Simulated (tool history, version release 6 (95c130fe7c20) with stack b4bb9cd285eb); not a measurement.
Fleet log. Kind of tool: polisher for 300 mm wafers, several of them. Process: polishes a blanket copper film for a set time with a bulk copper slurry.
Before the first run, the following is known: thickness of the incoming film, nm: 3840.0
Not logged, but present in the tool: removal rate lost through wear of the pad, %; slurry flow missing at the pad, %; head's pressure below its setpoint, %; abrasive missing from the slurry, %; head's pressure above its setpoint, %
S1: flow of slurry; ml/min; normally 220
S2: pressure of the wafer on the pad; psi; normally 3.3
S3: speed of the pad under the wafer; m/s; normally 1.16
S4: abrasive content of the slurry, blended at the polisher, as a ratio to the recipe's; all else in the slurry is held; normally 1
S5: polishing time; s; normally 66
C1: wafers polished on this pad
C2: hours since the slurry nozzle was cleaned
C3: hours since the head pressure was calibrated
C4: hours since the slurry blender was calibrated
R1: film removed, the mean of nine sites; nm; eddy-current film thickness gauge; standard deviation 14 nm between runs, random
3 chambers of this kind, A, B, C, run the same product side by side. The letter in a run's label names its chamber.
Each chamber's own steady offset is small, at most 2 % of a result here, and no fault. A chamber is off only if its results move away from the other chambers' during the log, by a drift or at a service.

{"run": "1A", "hour": 4.2, "S1": 220, "S2": 3.3, "S3": 1.16, "S4": 1, "S5": 66, "C1": 628, "C2": 712.3, "C3": 855.5, "C4": 57.9, "R1": 980.47}
{"run": "2B", "hour": 11.2, "S1": 220, "S2": 3.3, "S3": 1.16, "S4": 1, "S5": 66, "C1": 419, "C2": 590, "C3": 152.1, "C4": 189.6, "R1": 984.43}
{"run": "3C", "hour": 18.9, "S1": 220, "S2": 3.3, "S3": 1.16, "S4": 1, "S5": 66, "C1": 780, "C2": 41.6, "C3": 138.1, "C4": 114.7, "R1": 947.44}
{"run": "4A", "hour": 25.9, "S1": 220, "S2": 3.3, "S3": 1.16, "S4": 1, "S5": 66, "C1": 891, "C2": 734, "C3": 877.2, "C4": 79.6, "R1": 1008.7}
{"hour": 27.5, "done": "chamber C: worn pad replaced by a new one"}
{"run": "5C", "hour": 30.8, "S1": 255, "S2": 3.3, "S3": 0.84, "S4": 1, "S5": 66, "C1": 40, "C2": 53.5, "C3": 150, "C4": 126.6, "R1": 697.87}
{"run": "6B", "hour": 34.9, "S1": 255, "S2": 3.3, "S3": 0.84, "S4": 1, "S5": 66, "C1": 705, "C2": 613.7, "C3": 175.8, "C4": 213.3, "R1": 702.8}
{"run": "7C", "hour": 42.4, "S1": 255, "S2": 3.3, "S3": 0.84, "S4": 1, "S5": 66, "C1": 180, "C2": 65.1, "C3": 161.6, "C4": 138.2, "R1": 695.18}
{"run": "8B", "hour": 48.7, "S1": 220, "S2": 3.3, "S3": 1.16, "S4": 1, "S5": 76, "C1": 872, "C2": 627.5, "C3": 189.6, "C4": 227.1, "R1": 1096.2}
{"hour": 50.2, "done": "chamber A: worn pad replaced by a new one"}
{"run": "9A", "hour": 54.3, "S1": 220, "S2": 3.3, "S3": 1.16, "S4": 1, "S5": 76, "C1": 50, "C2": 762.4, "C3": 905.6, "C4": 108, "R1": 1078.2}
{"run": "10B", "hour": 60.9, "S1": 220, "S2": 3.3, "S3": 1.16, "S4": 1, "S5": 76, "C1": 1020, "C2": 639.7, "C3": 201.8, "C4": 239.3, "R1": 1109.8}
{"run": "11A", "hour": 68.2, "S1": 220, "S2": 3.3, "S3": 1.38, "S4": 1, "S5": 66, "C1": 218, "C2": 776.3, "C3": 919.5, "C4": 121.9, "R1": 1156.6}
{"run": "12C", "hour": 75.6, "S1": 220, "S2": 3.3, "S3": 1.38, "S4": 1, "S5": 66, "C1": 581, "C2": 98.3, "C3": 194.8, "C4": 171.4, "R1": 1137.2}
{"run": "13A", "hour": 81.6, "S1": 220, "S2": 3.3, "S3": 1.38, "S4": 1, "S5": 66, "C1": 380, "C2": 789.7, "C3": 932.9, "C4": 135.3, "R1": 1162.3}
{"run": "14C", "hour": 86.4, "S1": 260, "S2": 3.3, "S3": 1.16, "S4": 1, "S5": 66, "C1": 712, "C2": 109.1, "C3": 205.6, "C4": 182.2, "R1": 946.1}
{"run": "15B", "hour": 93.4, "S1": 260, "S2": 3.3, "S3": 1.16, "S4": 1, "S5": 66, "C1": 1412, "C2": 672.2, "C3": 234.3, "C4": 271.8, "R1": 969.87}
{"hour": 94.8, "done": "chamber A: slurry blender recalibrated"}
{"hour": 100.0, "done": "chamber C: worn pad replaced by a new one"}
{"run": "16A", "hour": 101.5, "S1": 260, "S2": 3.3, "S3": 1.16, "S4": 1, "S5": 66, "C1": 621, "C2": 809.6, "C3": 952.8, "C4": 6.8, "R1": 997.91}
{"run": "17C", "hour": 109.4, "S1": 220, "S2": 3.3, "S3": 1.16, "S4": 1, "S5": 66, "C1": 114, "C2": 132.1, "C3": 228.6, "C4": 205.2, "R1": 954.09}
{"run": "18B", "hour": 113.7, "S1": 220, "S2": 3.3, "S3": 1.16, "S4": 1, "S5": 66, "C1": 1658, "C2": 692.5, "C3": 254.6, "C4": 292.1, "R1": 912.54}
{"run": "19C", "hour": 118.8, "S1": 220, "S2": 3.3, "S3": 1.16, "S4": 1, "S5": 66, "C1": 227, "C2": 141.5, "C3": 238, "C4": 214.6, "R1": 950.36}
{"hour": 120.8, "done": "chamber A: slurry nozzle cleaned"}
{"run": "20B", "hour": 124.5, "S1": 220, "S2": 3.3, "S3": 1.16, "S4": 0.9, "S5": 76, "C1": 1788, "C2": 703.3, "C3": 265.4, "C4": 302.9, "R1": 1030.3}
{"run": "21A", "hour": 131.0, "S1": 220, "S2": 3.3, "S3": 1.16, "S4": 0.9, "S5": 76, "C1": 977, "C2": 10.3, "C3": 982.3, "C4": 36.3, "R1": 1103.5}
{"hour": 135.7, "done": "chamber B: slurry blender recalibrated"}
{"run": "22A", "hour": 137.9, "S1": 220, "S2": 3.3, "S3": 1.16, "S4": 0.9, "S5": 76, "C1": 1060, "C2": 17.2, "C3": 989.2, "C4": 43.2, "R1": 1101.7}
{"run": "23B", "hour": 141.8, "S1": 220, "S2": 3.3, "S3": 1.16, "S4": 1, "S5": 66, "C1": 1997, "C2": 720.6, "C3": 282.7, "C4": 6.1, "R1": 892.78}
{"run": "24C", "hour": 147.4, "S1": 220, "S2": 3.3, "S3": 1.16, "S4": 1, "S5": 66, "C1": 573, "C2": 170.1, "C3": 266.6, "C4": 243.2, "R1": 966.89}
{"hour": 153.7, "done": "chamber A: worn pad replaced by a new one"}
{"run": "25A", "hour": 155.7, "S1": 220, "S2": 3.3, "S3": 1.16, "S4": 1, "S5": 66, "C1": 24, "C2": 35, "C3": 1007, "C4": 61, "R1": 980.24}
{"run": "26C", "hour": 161.8, "S1": 220, "S2": 3.3, "S3": 1.16, "S4": 1, "S5": 66, "C1": 747, "C2": 184.5, "C3": 281, "C4": 257.6, "R1": 927.5}

All chambers now run identical settings, listed one chamber a line with results as question marks. What results will each chamber show?
{"run": "27A", "hour": 167.9, "S1": 255, "S2": 3.3, "S3": 1.16, "S4": 1, "S5": 66, "R1": "?"}
{"run": "27B", "hour": 167.9, "S1": 255, "S2": 3.3, "S3": 1.16, "S4": 1, "S5": 66, "R1": "?"}
{"run": "27C", "hour": 167.9, "S1": 255, "S2": 3.3, "S3": 1.16, "S4": 1, "S5": 66, "R1": "?"}

run=27A R1=1020.9
run=27B R1=897.13
run=27C R1=962.98

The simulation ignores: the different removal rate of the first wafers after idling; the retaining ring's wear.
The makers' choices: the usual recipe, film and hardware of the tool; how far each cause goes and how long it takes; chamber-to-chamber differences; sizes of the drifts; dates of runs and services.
